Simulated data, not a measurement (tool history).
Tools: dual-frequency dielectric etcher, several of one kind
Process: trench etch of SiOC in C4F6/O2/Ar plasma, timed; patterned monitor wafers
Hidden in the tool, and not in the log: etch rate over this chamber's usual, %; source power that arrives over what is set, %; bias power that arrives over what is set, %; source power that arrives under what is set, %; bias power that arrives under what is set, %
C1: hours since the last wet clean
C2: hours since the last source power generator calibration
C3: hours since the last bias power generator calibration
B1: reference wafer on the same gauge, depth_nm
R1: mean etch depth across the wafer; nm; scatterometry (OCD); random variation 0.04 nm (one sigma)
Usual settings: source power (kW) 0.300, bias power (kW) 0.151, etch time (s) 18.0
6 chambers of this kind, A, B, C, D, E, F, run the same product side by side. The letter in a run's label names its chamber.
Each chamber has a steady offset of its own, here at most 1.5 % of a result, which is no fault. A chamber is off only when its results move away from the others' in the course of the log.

{"hour": 2.0, "done": "chamber C: bias power generator calibrated"}
{"run": "1C", "hour": 8.1, "source power (kW)": 0.3, "bias power (kW)": 0.151, "etch time (s)": 18.0, "C1": 19.5, "C2": 2352.8, "C3": 6.2, "B1": 27.199, "R1": 31.974}
{"run": "2F", "hour": 15.3, "source power (kW)": 0.3, "bias power (kW)": 0.151, "etch time (s)": 18.0, "C1": 279.8, "C2": 1090.8, "C3": 4705.9, "B1": 27.205, "R1": 31.336}
{"run": "3A", "hour": 24.1, "source power (kW)": 0.3, "bias power (kW)": 0.151, "etch time (s)": 18.0, "C1": 124.4, "C2": 91.6, "C3": 308.0, "B1": 27.214, "R1": 31.835}
{"hour": 27.2, "done": "chamber B: wet clean of the chamber"}
{"run": "4B", "hour": 30.1, "source power (kW)": 0.3, "bias power (kW)": 0.151, "etch time (s)": 18.0, "C1": 3.0, "C2": 2890.2, "C3": 3738.4, "B1": 27.212, "R1": 31.597}
{"run": "5E", "hour": 36.4, "source power (kW)": 0.3, "bias power (kW)": 0.151, "etch time (s)": 18.0, "C1": 118.9, "C2": 1224.1, "C3": 1251.9, "B1": 27.213, "R1": 31.794}
{"run": "6D", "hour": 44.0, "source power (kW)": 0.3, "bias power (kW)": 0.151, "etch time (s)": 18.0, "C1": 236.8, "C2": 286.0, "C3": 107.5, "B1": 27.216, "R1": 31.569}
{"run": "7D", "hour": 53.7, "source power (kW)": 0.33, "bias power (kW)": 0.151, "etch time (s)": 16.5, "C1": 246.5, "C2": 295.7, "C3": 117.2, "B1": 27.22, "R1": 30.094}
{"run": "8F", "hour": 65.0, "source power (kW)": 0.33, "bias power (kW)": 0.151, "etch time (s)": 16.5, "C1": 329.5, "C2": 1140.5, "C3": 4755.6, "B1": 27.225, "R1": 29.808}
{"run": "9E", "hour": 75.5, "source power (kW)": 0.33, "bias power (kW)": 0.151, "etch time (s)": 16.5, "C1": 158.0, "C2": 1263.2, "C3": 1291.0, "B1": 27.236, "R1": 30.266}
{"run": "10C", "hour": 85.5, "source power (kW)": 0.33, "bias power (kW)": 0.151, "etch time (s)": 16.5, "C1": 96.9, "C2": 2430.2, "C3": 83.6, "B1": 27.228, "R1": 30.422}
{"run": "11B", "hour": 93.9, "source power (kW)": 0.33, "bias power (kW)": 0.151, "etch time (s)": 16.5, "C1": 66.8, "C2": 2954.0, "C3": 3802.2, "B1": 27.231, "R1": 30.066}
{"run": "12A", "hour": 100.7, "source power (kW)": 0.33, "bias power (kW)": 0.151, "etch time (s)": 16.5, "C1": 201.0, "C2": 168.2, "C3": 384.6, "B1": 27.244, "R1": 30.32}
{"run": "13D", "hour": 111.6, "source power (kW)": 0.3, "bias power (kW)": 0.151, "etch time (s)": 18.0, "C1": 304.4, "C2": 353.6, "C3": 175.1, "B1": 27.246, "R1": 31.6}
{"run": "14F", "hour": 119.0, "source power (kW)": 0.3, "bias power (kW)": 0.151, "etch time (s)": 18.0, "C1": 383.5, "C2": 1194.5, "C3": 4809.6, "B1": 27.258, "R1": 31.254}
{"hour": 125.7, "done": "chamber D: wet clean of the chamber"}
{"run": "15C", "hour": 126.9, "source power (kW)": 0.3, "bias power (kW)": 0.151, "etch time (s)": 18.0, "C1": 138.3, "C2": 2471.6, "C3": 125.0, "B1": 27.252, "R1": 31.987}
{"run": "16B", "hour": 138.6, "source power (kW)": 0.3, "bias power (kW)": 0.151, "etch time (s)": 18.0, "C1": 111.5, "C2": 2998.7, "C3": 3846.9, "B1": 27.265, "R1": 31.651}
{"run": "17E", "hour": 147.9, "source power (kW)": 0.3, "bias power (kW)": 0.151, "etch time (s)": 18.0, "C1": 230.4, "C2": 1335.6, "C3": 1363.4, "B1": 27.256, "R1": 31.867}
{"run": "18A", "hour": 156.2, "source power (kW)": 0.32, "bias power (kW)": 0.151, "etch time (s)": 18.0, "C1": 256.5, "C2": 223.7, "C3": 440.1, "B1": 27.264, "R1": 32.666}
{"run": "19B", "hour": 166.1, "source power (kW)": 0.32, "bias power (kW)": 0.151, "etch time (s)": 18.0, "C1": 139.0, "C2": 3026.2, "C3": 3874.4, "B1": 27.254, "R1": 32.413}
{"run": "20C", "hour": 172.0, "source power (kW)": 0.32, "bias power (kW)": 0.151, "etch time (s)": 18.0, "C1": 183.4, "C2": 2516.7, "C3": 170.1, "B1": 27.265, "R1": 32.824}
{"run": "21D", "hour": 178.7, "source power (kW)": 0.32, "bias power (kW)": 0.151, "etch time (s)": 18.0, "C1": 53.1, "C2": 420.7, "C3": 242.2, "B1": 27.266, "R1": 32.497}
{"run": "22F", "hour": 184.6, "source power (kW)": 0.32, "bias power (kW)": 0.151, "etch time (s)": 18.0, "C1": 449.1, "C2": 1260.1, "C3": 4875.2, "B1": 27.27, "R1": 32.155}
{"run": "23E", "hour": 192.6, "source power (kW)": 0.32, "bias power (kW)": 0.151, "etch time (s)": 18.0, "C1": 275.1, "C2": 1380.3, "C3": 1408.1, "B1": 27.278, "R1": 32.717}
{"run": "24A", "hour": 203.7, "source power (kW)": 0.3, "bias power (kW)": 0.151, "etch time (s)": 18.0, "C1": 304.0, "C2": 271.2, "C3": 487.6, "B1": 27.283, "R1": 31.905}
{"hour": 210.4, "done": "chamber F: wet clean of the chamber"}
{"run": "25D", "hour": 212.3, "source power (kW)": 0.23, "bias power (kW)": 0.151, "etch time (s)": 18.0, "C1": 86.7, "C2": 454.3, "C3": 275.8, "B1": 27.293, "R1": 28.498}
{"run": "26B", "hour": 220.7, "source power (kW)": 0.23, "bias power (kW)": 0.151, "etch time (s)": 18.0, "C1": 193.6, "C2": 3080.8, "C3": 3929.0, "B1": 27.298, "R1": 28.588}
{"run": "27F", "hour": 226.7, "source power (kW)": 0.23, "bias power (kW)": 0.151, "etch time (s)": 18.0, "C1": 16.4, "C2": 1302.2, "C3": 4917.3, "B1": 27.291, "R1": 28.325}
{"run": "28E", "hour": 236.1, "source power (kW)": 0.23, "bias power (kW)": 0.151, "etch time (s)": 18.0, "C1": 318.6, "C2": 1423.8, "C3": 1451.6, "B1": 27.298, "R1": 28.679}
{"run": "29A", "hour": 247.3, "source power (kW)": 0.23, "bias power (kW)": 0.151, "etch time (s)": 18.0, "C1": 347.6, "C2": 314.8, "C3": 531.2, "B1": 27.302, "R1": 28.869}
{"run": "30C", "hour": 259.0, "source power (kW)": 0.23, "bias power (kW)": 0.151, "etch time (s)": 18.0, "C1": 270.4, "C2": 2603.7, "C3": 257.1, "B1": 27.306, "R1": 29.005}
{"hour": 261.7, "done": "chamber A: wet clean of the chamber"}
{"run": "31C", "hour": 268.0, "source power (kW)": 0.27, "bias power (kW)": 0.151, "etch time (s)": 18.0, "C1": 279.4, "C2": 2612.7, "C3": 266.1, "B1": 27.309, "R1": 30.762}
{"run": "32F", "hour": 279.3, "source power (kW)": 0.27, "bias power (kW)": 0.151, "etch time (s)": 18.0, "C1": 69.0, "C2": 1354.8, "C3": 4969.9, "B1": 27.321, "R1": 30.205}
{"run": "33A", "hour": 286.3, "source power (kW)": 0.27, "bias power (kW)": 0.151, "etch time (s)": 18.0, "C1": 24.6, "C2": 353.8, "C3": 570.2, "B1": 27.32, "R1": 30.646}
{"run": "34E", "hour": 298.1, "source power (kW)": 0.27, "bias power (kW)": 0.151, "etch time (s)": 18.0, "C1": 380.6, "C2": 1485.8, "C3": 1513.6, "B1": 27.328, "R1": 30.624}
{"hour": 300.9, "done": "chamber E: wet clean of the chamber"}
{"run": "35D", "hour": 307.6, "source power (kW)": 0.27, "bias power (kW)": 0.151, "etch time (s)": 18.0, "C1": 182.0, "C2": 549.6, "C3": 371.1, "B1": 27.326, "R1": 30.361}
{"hour": 311.8, "done": "chamber B: source power generator calibrated"}
{"run": "36B", "hour": 319.1, "source power (kW)": 0.27, "bias power (kW)": 0.151, "etch time (s)": 18.0, "C1": 292.0, "C2": 7.4, "C3": 4027.4, "B1": 27.332, "R1": 30.394}
{"run": "37E", "hour": 327.8, "source power (kW)": 0.3, "bias power (kW)": 0.151, "etch time (s)": 18.0, "C1": 27.0, "C2": 1515.5, "C3": 1543.3, "B1": 27.328, "R1": 31.937}
{"run": "38F", "hour": 333.7, "source power (kW)": 0.3, "bias power (kW)": 0.151, "etch time (s)": 21.0, "C1": 123.4, "C2": 1409.2, "C3": 5024.3, "B1": 27.336, "R1": 36.684}

Is one chamber off against the others, does the gauge drift, or is nothing wrong? If a chamber is off, say which, and what the likeliest cause is.

The gauge drifts, so all chambers seem to drift together. No chamber is off.
Cause: gauge reads high (%) = 0.515.
